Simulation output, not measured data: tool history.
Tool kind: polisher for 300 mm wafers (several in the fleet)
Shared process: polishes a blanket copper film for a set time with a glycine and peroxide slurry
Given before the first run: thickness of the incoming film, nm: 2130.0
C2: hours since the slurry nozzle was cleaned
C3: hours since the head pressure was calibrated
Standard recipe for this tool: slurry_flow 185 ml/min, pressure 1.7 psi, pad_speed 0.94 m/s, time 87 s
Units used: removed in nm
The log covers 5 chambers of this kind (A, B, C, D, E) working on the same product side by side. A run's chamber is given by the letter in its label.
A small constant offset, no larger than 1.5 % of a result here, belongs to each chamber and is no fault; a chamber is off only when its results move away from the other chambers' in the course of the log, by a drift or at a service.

{"hour": 1.5, "done": "chamber D: slurry nozzle cleaned"}
{"hour": 12.7, "done": "chamber E: worn pad replaced by a new one"}
{"run": "1D", "hour": 13.0, "slurry_flow": 185, "pressure": 1.7, "pad_speed": 0.94, "time": 87, "wafers polished on this pad": 234, "C2": 11.5, "C3": 263.4, "removed": 341.38}
{"run": "2B", "hour": 22.7, "slurry_flow": 185, "pressure": 1.7, "pad_speed": 0.94, "time": 87, "wafers polished on this pad": 140, "C2": 445.1, "C3": 78.8, "removed": 346.56}
{"hour": 33.4, "done": "chamber B: slurry nozzle cleaned"}
{"run": "3C", "hour": 35.3, "slurry_flow": 185, "pressure": 1.7, "pad_speed": 0.94, "time": 87, "wafers polished on this pad": 308, "C2": 64.6, "C3": 44.4, "removed": 344.48}
{"run": "4E", "hour": 46.3, "slurry_flow": 185, "pressure": 1.7, "pad_speed": 0.94, "time": 87, "wafers polished on this pad": 192, "C2": 684.8, "C3": 263.2, "removed": 344.91}
{"run": "5A", "hour": 56.4, "slurry_flow": 185, "pressure": 1.7, "pad_speed": 0.94, "time": 87, "wafers polished on this pad": 659, "C2": 326.2, "C3": 326.8, "removed": 345.6}
{"run": "6C", "hour": 64.8, "slurry_flow": 185, "pressure": 1.7, "pad_speed": 0.94, "time": 87, "wafers polished on this pad": 477, "C2": 94.1, "C3": 73.9, "removed": 338.12}
{"run": "7B", "hour": 81.0, "slurry_flow": 185, "pressure": 1.7, "pad_speed": 0.94, "time": 87, "wafers polished on this pad": 473, "C2": 47.7, "C3": 137.1, "removed": 346.14}
{"hour": 94.6, "done": "chamber E: slurry nozzle cleaned"}
{"run": "8A", "hour": 95.6, "slurry_flow": 150, "pressure": 2.3, "pad_speed": 0.94, "time": 87, "wafers polished on this pad": 883, "C2": 365.4, "C3": 366.0, "removed": 419.96}
{"run": "9D", "hour": 109.7, "slurry_flow": 150, "pressure": 2.3, "pad_speed": 0.94, "time": 87, "wafers polished on this pad": 787, "C2": 108.2, "C3": 360.1, "removed": 419.07}
{"run": "10E", "hour": 119.8, "slurry_flow": 150, "pressure": 2.3, "pad_speed": 0.94, "time": 87, "wafers polished on this pad": 612, "C2": 25.3, "C3": 336.7, "removed": 416.44}
{"run": "11C", "hour": 129.8, "slurry_flow": 150, "pressure": 2.3, "pad_speed": 0.94, "time": 87, "wafers polished on this pad": 849, "C2": 159.1, "C3": 138.9, "removed": 421.92}
{"hour": 131.3, "done": "chamber E: worn pad replaced by a new one"}
{"hour": 135.4, "done": "chamber D: worn pad replaced by a new one"}
{"run": "12E", "hour": 138.9, "slurry_flow": 150, "pressure": 2.3, "pad_speed": 0.94, "time": 87, "wafers polished on this pad": 43, "C2": 44.4, "C3": 355.8, "removed": 419.63}
{"run": "13B", "hour": 150.1, "slurry_flow": 185, "pressure": 2.1, "pad_speed": 0.94, "time": 59, "wafers polished on this pad": 869, "C2": 116.8, "C3": 206.2, "removed": 277.74}
{"hour": 150.5, "done": "chamber C: worn pad replaced by a new one"}
{"run": "14D", "hour": 163.3, "slurry_flow": 185, "pressure": 2.1, "pad_speed": 0.94, "time": 59, "wafers polished on this pad": 159, "C2": 161.8, "C3": 413.7, "removed": 272.73}
{"run": "15A", "hour": 176.2, "slurry_flow": 185, "pressure": 2.1, "pad_speed": 0.94, "time": 59, "wafers polished on this pad": 1344, "C2": 446.0, "C3": 446.6, "removed": 279.43}
{"hour": 179.0, "done": "chamber A: worn pad replaced by a new one"}
{"run": "16C", "hour": 188.8, "slurry_flow": 185, "pressure": 2.1, "pad_speed": 0.94, "time": 59, "wafers polished on this pad": 219, "C2": 218.1, "C3": 197.9, "removed": 269.39}
{"hour": 195.0, "done": "chamber B: worn pad replaced by a new one"}
{"run": "17E", "hour": 196.0, "slurry_flow": 185, "pressure": 2.1, "pad_speed": 0.94, "time": 59, "wafers polished on this pad": 370, "C2": 101.5, "C3": 412.9, "removed": 275.31}
{"run": "18B", "hour": 209.8, "slurry_flow": 185, "pressure": 1.7, "pad_speed": 0.94, "time": 87, "wafers polished on this pad": 85, "C2": 176.5, "C3": 265.9, "removed": 349.12}
{"run": "19D", "hour": 220.3, "slurry_flow": 185, "pressure": 1.7, "pad_speed": 0.94, "time": 87, "wafers polished on this pad": 486, "C2": 218.8, "C3": 470.7, "removed": 344.84}
{"hour": 222.0, "done": "chamber D: head pressure recalibrated"}
{"run": "20A", "hour": 232.1, "slurry_flow": 185, "pressure": 1.7, "pad_speed": 0.94, "time": 97, "wafers polished on this pad": 304, "C2": 501.9, "C3": 502.5, "removed": 391.19}
{"run": "21C", "hour": 243.0, "slurry_flow": 185, "pressure": 1.7, "pad_speed": 0.94, "time": 97, "wafers polished on this pad": 529, "C2": 272.3, "C3": 252.1, "removed": 382.46}
{"hour": 245.5, "done": "chamber E: worn pad replaced by a new one"}
{"run": "22E", "hour": 251.5, "slurry_flow": 185, "pressure": 1.7, "pad_speed": 0.94, "time": 97, "wafers polished on this pad": 34, "C2": 157.0, "C3": 468.4, "removed": 390.64}
{"hour": 261.0, "done": "chamber A: slurry nozzle cleaned"}
{"hour": 262.9, "done": "chamber C: slurry nozzle cleaned"}
{"run": "23B", "hour": 265.2, "slurry_flow": 185, "pressure": 1.7, "pad_speed": 0.94, "time": 97, "wafers polished on this pad": 402, "C2": 231.9, "C3": 321.3, "removed": 393.93}
{"hour": 280.1, "done": "chamber D: slurry nozzle cleaned"}
{"run": "24A", "hour": 280.9, "slurry_flow": 185, "pressure": 1.7, "pad_speed": 0.94, "time": 97, "wafers polished on this pad": 583, "C2": 20.0, "C3": 551.3, "removed": 386.84}
{"hour": 285.4, "done": "chamber D: worn pad replaced by a new one"}
{"run": "25D", "hour": 293.9, "slurry_flow": 210, "pressure": 1.7, "pad_speed": 0.94, "time": 87, "wafers polished on this pad": 48, "C2": 13.8, "C3": 72.0, "removed": 323.44}
{"hour": 295.0, "done": "chamber B: head pressure recalibrated"}
{"hour": 302.1, "done": "chamber E: head pressure recalibrated"}
{"run": "26E", "hour": 305.6, "slurry_flow": 210, "pressure": 1.7, "pad_speed": 0.94, "time": 87, "wafers polished on this pad": 344, "C2": 211.1, "C3": 3.6, "removed": 350.79}
{"run": "27B", "hour": 320.9, "slurry_flow": 210, "pressure": 1.7, "pad_speed": 0.94, "time": 87, "wafers polished on this pad": 720, "C2": 287.6, "C3": 25.9, "removed": 354.81}
{"run": "28A", "hour": 332.2, "slurry_flow": 210, "pressure": 1.7, "pad_speed": 0.94, "time": 87, "wafers polished on this pad": 876, "C2": 71.3, "C3": 602.6, "removed": 353.26}
{"run": "29C", "hour": 343.6, "slurry_flow": 210, "pressure": 1.7, "pad_speed": 0.94, "time": 87, "wafers polished on this pad": 1105, "C2": 80.7, "C3": 352.7, "removed": 349.24}
{"hour": 354.7, "done": "chamber C: worn pad replaced by a new one"}
{"run": "30D", "hour": 354.9, "slurry_flow": 185, "pressure": 1.7, "pad_speed": 0.94, "time": 87, "wafers polished on this pad": 397, "C2": 74.8, "C3": 133.0, "removed": 320.19}
{"hour": 362.2, "done": "chamber B: worn pad replaced by a new one"}
{"run": "31B", "hour": 367.6, "slurry_flow": 185, "pressure": 1.7, "pad_speed": 0.94, "time": 87, "wafers polished on this pad": 31, "C2": 334.3, "C3": 72.6, "removed": 347.27}
{"hour": 372.8, "done": "chamber E: worn pad replaced by a new one"}
{"run": "32C", "hour": 379.7, "slurry_flow": 185, "pressure": 1.7, "pad_speed": 0.94, "time": 87, "wafers polished on this pad": 143, "C2": 116.8, "C3": 388.8, "removed": 344.83}
{"hour": 380.2, "done": "chamber A: worn pad replaced by a new one"}
{"run": "33E", "hour": 393.8, "slurry_flow": 185, "pressure": 1.7, "pad_speed": 0.94, "time": 87, "wafers polished on this pad": 120, "C2": 299.3, "C3": 91.8, "removed": 341.68}
{"run": "34D", "hour": 401.8, "slurry_flow": 185, "pressure": 1.7, "pad_speed": 0.76, "time": 87, "wafers polished on this pad": 666, "C2": 121.7, "C3": 179.9, "removed": 274.05}
{"run": "35A", "hour": 417.1, "slurry_flow": 185, "pressure": 1.7, "pad_speed": 0.76, "time": 87, "wafers polished on this pad": 211, "C2": 156.2, "C3": 687.5, "removed": 299.34}
{"run": "36D", "hour": 427.4, "slurry_flow": 185, "pressure": 1.7, "pad_speed": 0.76, "time": 87, "wafers polished on this pad": 812, "C2": 147.3, "C3": 205.5, "removed": 273.95}
{"run": "37B", "hour": 439.4, "slurry_flow": 185, "pressure": 1.7, "pad_speed": 0.76, "time": 87, "wafers polished on this pad": 442, "C2": 406.1, "C3": 144.4, "removed": 298.42}
{"run": "38C", "hour": 446.9, "slurry_flow": 185, "pressure": 1.7, "pad_speed": 0.76, "time": 87, "wafers polished on this pad": 527, "C2": 184.0, "C3": 456.0, "removed": 295.51}

Which is it: a chamber that has drifted or been left off by a service, a gauge drift common to all chambers, or only each chamber's usual small offset? If a chamber is off, name it and its likeliest cause.

Chamber D came out of a service off from its peers and stayed that way.
What lies behind it: head's pressure below its setpoint, % = 9.28.

Chamber D could run next with any of the 4 candidate recipes listed below; each alters the usual settings, and their results appear as question marks. Which one brings its results back in line with what the other chambers deliver on the usual settings?
In line means no further than this from the other chambers' mean on the usual settings: removed 9.50 nm
{"run": "39D-1", "hour": 458.6, "slurry_flow": 185, "pressure": 1.5, "pad_speed": 0.94, "time": 87, "removed": "?"}
{"run": "39D-2", "hour": 458.6, "slurry_flow": 185, "pressure": 1.6, "pad_speed": 0.88, "time": 80, "removed": "?"}
{"run": "39D-3", "hour": 458.6, "slurry_flow": 185, "pressure": 1.8, "pad_speed": 1.0, "time": 94, "removed": "?"}
{"run": "39D-4", "hour": 458.6, "slurry_flow": 185, "pressure": 1.8, "pad_speed": 1.0, "time": 87, "removed": "?"}

Mean of the other chambers on the usual settings: removed 346.25 nm
run=39D-1 removed=292.42
run=39D-2 removed=268.69
run=39D-3 removed=376.57
run=39D-4 removed=348.53
Change 39D-4 lands the chamber within the allowed miss of the other chambers.

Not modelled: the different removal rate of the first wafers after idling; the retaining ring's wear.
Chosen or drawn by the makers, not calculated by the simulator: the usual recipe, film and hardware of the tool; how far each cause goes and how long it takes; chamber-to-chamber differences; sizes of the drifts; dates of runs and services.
